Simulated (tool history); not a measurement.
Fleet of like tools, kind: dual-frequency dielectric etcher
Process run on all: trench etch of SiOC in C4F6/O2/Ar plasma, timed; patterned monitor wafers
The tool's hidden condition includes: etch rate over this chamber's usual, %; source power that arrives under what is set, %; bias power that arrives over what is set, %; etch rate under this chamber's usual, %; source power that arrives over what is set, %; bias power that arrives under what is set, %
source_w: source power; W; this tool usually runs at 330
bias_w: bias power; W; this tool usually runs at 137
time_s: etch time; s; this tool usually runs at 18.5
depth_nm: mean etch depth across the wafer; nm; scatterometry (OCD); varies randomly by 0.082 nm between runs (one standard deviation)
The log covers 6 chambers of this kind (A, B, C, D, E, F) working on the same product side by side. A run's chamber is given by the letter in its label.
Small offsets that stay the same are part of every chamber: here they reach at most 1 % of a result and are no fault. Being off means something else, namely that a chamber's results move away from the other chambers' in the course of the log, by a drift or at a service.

| run | hour | source_w | bias_w | time_s | hours since the last wet clean | hours since the last source power generator calibration | hours since the last bias power generator calibration | read-back reference wafer on the same gauge, depth_nm | depth_nm |
|---|---|---|---|---|---|---|---|---|---|
|  | 2.2 | chamber D: wet clean of the chamber |
| 1E | 7.9 | 330 | 137 | 18.5 | 314.3 | 403.8 | 3914.3 | 36.587 | 32.571 |
| 2A | 16.3 | 330 | 137 | 18.5 | 269.0 | 4534.5 | 1500.3 | 36.580 | 32.424 |
| 3F | 29.2 | 330 | 137 | 18.5 | 492.1 | 2145.9 | 517.3 | 36.613 | 32.846 |
| 4B | 41.0 | 330 | 137 | 18.5 | 508.2 | 331.9 | 4733.7 | 36.603 | 32.649 |
| 5C | 47.9 | 330 | 137 | 18.5 | 221.7 | 1426.7 | 1679.7 | 36.625 | 32.519 |
| 6D | 55.2 | 330 | 137 | 18.5 | 53.1 | 2353.5 | 463.0 | 36.569 | 32.711 |
| 7F | 69.6 | 330 | 137 | 18.5 | 532.5 | 2186.3 | 557.7 | 36.581 | 32.980 |
| 8E | 76.6 | 330 | 137 | 18.5 | 383.0 | 472.5 | 3983.0 | 36.590 | 32.610 |
| 9A | 86.5 | 330 | 137 | 18.5 | 339.2 | 4604.7 | 1570.5 | 36.621 | 32.574 |
| 10D | 101.0 | 390 | 137 | 23.5 | 98.9 | 2399.3 | 508.8 | 36.612 | 44.398 |
| 11B | 113.5 | 390 | 137 | 23.5 | 580.7 | 404.4 | 4806.2 | 36.620 | 44.607 |
| 12C | 122.0 | 390 | 137 | 23.5 | 295.8 | 1500.8 | 1753.8 | 36.623 | 44.297 |
|  | 131.0 | chamber F: wet clean of the chamber |
| 13D | 132.1 | 390 | 137 | 23.5 | 130.0 | 2430.4 | 539.9 | 36.611 | 44.328 |
|  | 143.0 | chamber A: wet clean of the chamber |
| 14C | 143.5 | 390 | 137 | 23.5 | 317.3 | 1522.3 | 1775.3 | 36.593 | 44.358 |
|  | 153.0 | chamber B: wet clean of the chamber |
| 15F | 155.4 | 390 | 137 | 23.5 | 24.5 | 2272.1 | 643.5 | 36.591 | 44.707 |
| 16A | 165.7 | 260 | 119 | 18.5 | 22.7 | 4683.9 | 1649.7 | 36.592 | 28.319 |
| 17E | 176.7 | 260 | 119 | 18.5 | 483.1 | 572.6 | 4083.1 | 36.597 | 28.536 |
|  | 176.8 | chamber A: source power generator calibrated |
| 18B | 185.5 | 260 | 119 | 18.5 | 32.6 | 476.4 | 4878.2 | 36.601 | 28.486 |
| 19B | 196.3 | 260 | 119 | 18.5 | 43.4 | 487.2 | 4889.0 | 36.601 | 28.611 |
|  | 204.5 | chamber E: wet clean of the chamber |
| 20F | 210.1 | 260 | 119 | 18.5 | 79.2 | 2326.8 | 698.2 | 36.606 | 28.841 |
|  | 223.6 | chamber D: source power generator calibrated |
| 21D | 224.4 | 260 | 119 | 18.5 | 222.3 | 0.9 | 632.2 | 36.579 | 28.472 |
| 22A | 236.4 | 330 | 137 | 18.5 | 93.4 | 59.7 | 1720.4 | 36.582 | 32.576 |
| 23E | 244.7 | 330 | 137 | 18.5 | 40.2 | 640.6 | 4151.1 | 36.605 | 32.627 |
| 24C | 259.2 | 330 | 137 | 18.5 | 433.0 | 1638.0 | 1891.0 | 36.592 | 32.651 |
| 25A | 271.7 | 330 | 107 | 22.5 | 128.7 | 95.0 | 1755.7 | 36.613 | 36.634 |
| 26C | 279.4 | 330 | 107 | 22.5 | 453.2 | 1658.2 | 1911.2 | 36.615 | 36.934 |
| 27F | 291.0 | 330 | 107 | 22.5 | 160.1 | 2407.7 | 779.1 | 36.601 | 37.008 |
| 28B | 306.5 | 330 | 107 | 22.5 | 153.6 | 597.4 | 4999.2 | 36.598 | 37.227 |
| 29D | 321.9 | 330 | 107 | 22.5 | 319.8 | 98.4 | 729.7 | 36.605 | 37.127 |
| 30E | 329.0 | 330 | 107 | 22.5 | 124.5 | 724.9 | 4235.4 | 36.596 | 37.031 |
| 31A | 339.9 | 330 | 137 | 18.5 | 196.9 | 163.2 | 1823.9 | 36.587 | 32.348 |
| 32F | 347.6 | 330 | 137 | 18.5 | 216.7 | 2464.3 | 835.7 | 36.617 | 32.756 |
|  | 353.9 | chamber C: wet clean of the chamber |
| 33C | 363.2 | 330 | 137 | 18.5 | 9.3 | 1742.0 | 1995.0 | 36.598 | 32.749 |
| 34D | 371.1 | 330 | 137 | 18.5 | 369.0 | 147.6 | 778.9 | 36.589 | 32.922 |
| 35B | 385.3 | 330 | 137 | 18.5 | 232.4 | 676.2 | 5078.0 | 36.588 | 32.625 |
| 36E | 400.6 | 330 | 137 | 18.5 | 196.1 | 796.5 | 4307.0 | 36.608 | 32.644 |
|  | 404.1 | chamber D: wet clean of the chamber |
| 37A | 411.9 | 330 | 137 | 18.5 | 268.9 | 235.2 | 1895.9 | 36.595 | 32.416 |
| 38C | 420.9 | 330 | 137 | 18.5 | 67.0 | 1799.7 | 2052.7 | 36.599 | 32.692 |
| 39E | 430.2 | 370 | 137 | 18.5 | 225.7 | 826.1 | 4336.6 | 36.589 | 34.081 |
| 40F | 441.6 | 370 | 137 | 18.5 | 310.7 | 2558.3 | 929.7 | 36.595 | 34.422 |
| 41D | 456.1 | 370 | 137 | 18.5 | 52.0 | 232.6 | 863.9 | 36.598 | 34.279 |
| 42B | 471.2 | 370 | 137 | 18.5 | 318.3 | 762.1 | 5163.9 | 36.620 | 34.269 |

Which is it: a chamber that has drifted or been left off by a service, a gauge drift common to all chambers, or only each chamber's usual small offset? If a chamber is off, name it and its likeliest cause.

Beyond each chamber's small constant offset nothing stands out, and the gauge stays steady.
